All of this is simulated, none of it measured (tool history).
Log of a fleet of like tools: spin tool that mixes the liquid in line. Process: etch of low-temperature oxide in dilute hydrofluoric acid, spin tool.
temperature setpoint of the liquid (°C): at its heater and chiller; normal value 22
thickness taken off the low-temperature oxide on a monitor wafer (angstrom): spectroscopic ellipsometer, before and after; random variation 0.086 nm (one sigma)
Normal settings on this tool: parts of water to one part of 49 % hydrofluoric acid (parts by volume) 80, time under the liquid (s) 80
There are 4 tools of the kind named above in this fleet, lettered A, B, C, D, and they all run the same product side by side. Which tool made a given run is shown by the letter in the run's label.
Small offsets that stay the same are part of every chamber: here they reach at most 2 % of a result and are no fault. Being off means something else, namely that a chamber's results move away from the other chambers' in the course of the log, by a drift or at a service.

run   hour  temperature setpoint of the liquid (°C)  parts of water to one part of 49 % hydrofluoric acid (parts by volume)  time under the liquid (s)  read-back film thickness of the low-temperature oxide reference wafer, read on the same gauge (nm)  thickness taken off the low-temperature oxide on a monitor wafer (angstrom)
 1A    4.9                                       22                                                                      80                         80                                                                                              69.978                                                                        132.8
 2B   10.1                                       22                                                                      80                         80                                                                                               70.02                                                                       130.76
 3C   13.6                                       22                                                                      80                         80                                                                                                  70                                                                       134.39
 4D   17.6                                       22                                                                      80                         80                                                                                              69.975                                                                       133.06
 5D   20.5                                     17.5                                                                      95                         80                                                                                              69.986                                                                       91.959
 6A   24.3                                     17.5                                                                      95                         80                                                                                              70.003                                                                       92.016
 7C   27.4                                     17.5                                                                      95                         80                                                                                               70.02                                                                       92.623
 8B   32.4                                     17.5                                                                      95                         80                                                                                              69.968                                                                       90.507
 9B   37.1                                       22                                                                      80                         80                                                                                              70.008                                                                       130.39
10A   41.3                                       22                                                                      65                         80                                                                                              69.989                                                                       166.67
11C   45.7                                       22                                                                      65                         80                                                                                              69.994                                                                       167.58
12D     51                                       22                                                                      65                         80                                                                                              69.972                                                                       167.18
13A   55.4                                       22                                                                      65                         80                                                                                              69.956                                                                       167.58
14B   59.8                                       22                                                                      80                         80                                                                                              70.002                                                                       131.94
15D   65.1                                       22                                                                      80                         80                                                                                              70.023                                                                       133.25
16C     69                                       22                                                                      80                         80                                                                                              70.053                                                                       133.41
17A   72.5                                       22                                                                      80                         80                                                                                              70.023                                                                       133.62
18D   75.1                                       22                                                                      80                         80                                                                                              69.985                                                                       132.63
19B   79.4                                       22                                                                      80                         80                                                                                              69.995                                                                       131.83
20C   84.9                                       22                                                                      80                         80                                                                                              70.038                                                                       135.27
21B   90.7                                       22                                                                      80                         80                                                                                              69.946                                                                       130.66
22C   96.4                                       22                                                                      80                         80                                                                                              69.961                                                                        134.4
23D   99.3                                       22                                                                      80                         80                                                                                              69.976                                                                       133.07
24A  103.2                                       22                                                                      80                         80                                                                                              70.017                                                                       131.85
25A    107                                       22                                                                      80                         80                                                                                              69.985                                                                       131.39
26B  109.8                                       22                                                                      80                         80                                                                                              70.003                                                                       132.84
27C  115.5                                       22                                                                      80                         80                                                                                              69.973                                                                       134.21
28D  118.4                                       22                                                                      80                         80                                                                                              69.973                                                                       133.95
29B  124.3                                       22                                                                      80                         80                                                                                              69.989                                                                       132.31
30A  129.8                                       22                                                                      80                         80                                                                                              70.003                                                                       133.82
31C    133                                       22                                                                      80                         80                                                                                              70.014                                                                       134.18
32D  136.4                                       22                                                                      95                        120                                                                                              69.975                                                                       166.59
     136.8  -- chamber D: hydrofluoric acid flow meter replaced
33C  139.4                                       22                                                                      95                        120                                                                                              69.972                                                                       166.48
34B  143.7                                       22                                                                      95                        120                                                                                              70.009                                                                       160.44
35D  147.3                                       22                                                                      95                        120                                                                                              69.992                                                                        167.8

The same settings go to every chamber for the next run, one line per chamber below. Forecast the results for each:
36A  151.5                                       22                                                                      80                         80                                                                                                                                                                                ?
36B  151.5                                       22                                                                      80                         80                                                                                                                                                                                ?
36C  151.5                                       22                                                                      80                         80                                                                                                                                                                                ?
36D  151.5                                       22                                                                      80                         80                                                                                                                                                                                ?

run  thickness taken off the low-temperature oxide on a monitor wafer (angstrom)
36A                                                                       132.75
36B                                                                       130.06
36C                                                                        133.4
36D                                                                       133.36
